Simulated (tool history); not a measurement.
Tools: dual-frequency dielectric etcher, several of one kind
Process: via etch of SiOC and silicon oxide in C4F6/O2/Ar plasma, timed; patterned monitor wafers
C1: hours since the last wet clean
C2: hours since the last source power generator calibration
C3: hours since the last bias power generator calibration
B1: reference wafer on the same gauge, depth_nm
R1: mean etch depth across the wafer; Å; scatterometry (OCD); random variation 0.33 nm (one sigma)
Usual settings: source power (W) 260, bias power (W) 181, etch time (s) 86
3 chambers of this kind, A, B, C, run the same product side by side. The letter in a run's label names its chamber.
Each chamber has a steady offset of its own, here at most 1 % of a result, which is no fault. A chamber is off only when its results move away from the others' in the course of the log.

Run 1C, hour 9.2: usual settings; C1 207.1; C2 2384.4; C3 1188.1; B1 95.463. Result: R1 828.07 Å.
Run 2A, hour 15.2: usual settings; C1 127.6; C2 1065.8; C3 59.9; B1 95.604. Result: R1 816.25 Å.
Run 3B, hour 20.6: usual settings; C1 338; C2 231.4; C3 180.1; B1 95.529. Result: R1 830.49 Å.
Run 4A, hour 29.4: usual settings; C1 141.8; C2 1080; C3 74.1; B1 95.516. Result: R1 820.16 Å.
Run 5C, hour 34.9: usual settings; C1 232.8; C2 2410.1; C3 1213.8; B1 95.498. Result: R1 826.68 Å.
Run 6B, hour 44: usual settings; C1 361.4; C2 254.8; C3 203.5; B1 95.516. Result: R1 825.13 Å.
Run 7C, hour 53.1: usual settings but source power (W) 290, etch time (s) 104; C1 251; C2 2428.3; C3 1232; B1 95.574. Result: R1 1050 Å.
Run 8A, hour 57.4: usual settings but source power (W) 290, etch time (s) 104; C1 169.8; C2 1108; C3 102.1; B1 95.487. Result: R1 1034.2 Å.
Run 9B, hour 62.9: usual settings but source power (W) 290, etch time (s) 104; C1 380.3; C2 273.7; C3 222.4; B1 95.445. Result: R1 1048.5 Å.
Run 10A, hour 68.8: usual settings but bias power (W) 207; C1 181.2; C2 1119.4; C3 113.5; B1 95.536. Result: R1 857.33 Å.
Run 11C, hour 77.5: usual settings but bias power (W) 207; C1 275.4; C2 2452.7; C3 1256.4; B1 95.551. Result: R1 865.67 Å.
Run 12B, hour 82.7: usual settings but bias power (W) 207; C1 400.1; C2 293.5; C3 242.2; B1 95.594. Result: R1 867.86 Å.
At hour 90.3: chamber B: wet clean of the chamber.
Run 13B, hour 90.9: usual settings; C1 0.7; C2 301.7; C3 250.4; B1 95.448. Result: R1 790.46 Å.
Run 14C, hour 96.5: usual settings; C1 294.4; C2 2471.7; C3 1275.4; B1 95.513. Result: R1 831.91 Å.
Run 15A, hour 101: usual settings; C1 213.4; C2 1151.6; C3 145.7; B1 95.544. Result: R1 815.17 Å.
Run 16B, hour 105.8: usual settings but etch time (s) 108.5; C1 15.6; C2 316.6; C3 265.3; B1 95.521. Result: R1 999.24 Å.
Run 17C, hour 112.7: usual settings but etch time (s) 108.5; C1 310.6; C2 2487.9; C3 1291.6; B1 95.475. Result: R1 1046.9 Å.
Run 18A, hour 119.7: usual settings but etch time (s) 108.5; C1 232.1; C2 1170.3; C3 164.4; B1 95.43. Result: R1 1029.6 Å.
Run 19B, hour 126.4: usual settings; C1 36.2; C2 337.2; C3 285.9; B1 95.622. Result: R1 790.8 Å.
Run 20C, hour 133.7: usual settings; C1 331.6; C2 2508.9; C3 1312.6; B1 95.397. Result: R1 825.65 Å.
Run 21A, hour 141.4: usual settings; C1 253.8; C2 1192; C3 186.1; B1 95.538. Result: R1 815.14 Å.

Is one chamber off against the others, does the gauge drift, or is nothing wrong? If a chamber is off, say which, and what the likeliest cause is.

A service left chamber B off against the others.
Cause: etch rate under this chamber's usual, % = 4.14.

Here are 4 candidates for chamber B's next run, each the usual settings with a change, their results left as question marks. Which one brings its results back in line with what the others give on the usual settings?
In line means no further than this from the other chambers' mean on the usual settings: R1 12 Å
Run 22B-1, hour 148.1: usual settings but bias power (W) 182, etch time (s) 88.5. Result: R1 ?.
Run 22B-2, hour 148.1: usual settings but etch time (s) 86.5. Result: R1 ?.
Run 22B-3, hour 148.1: usual settings but bias power (W) 180, etch time (s) 83.5. Result: R1 ?.
Run 22B-4, hour 148.1: usual settings but etch time (s) 85.5. Result: R1 ?.

The other chambers' mean on the usual settings: R1 822.95 Å
  run      R1
22B-1  817.19
22B-2  797.26
22B-3   768.2
22B-4  788.05
22B-1 brings the chamber back in line.
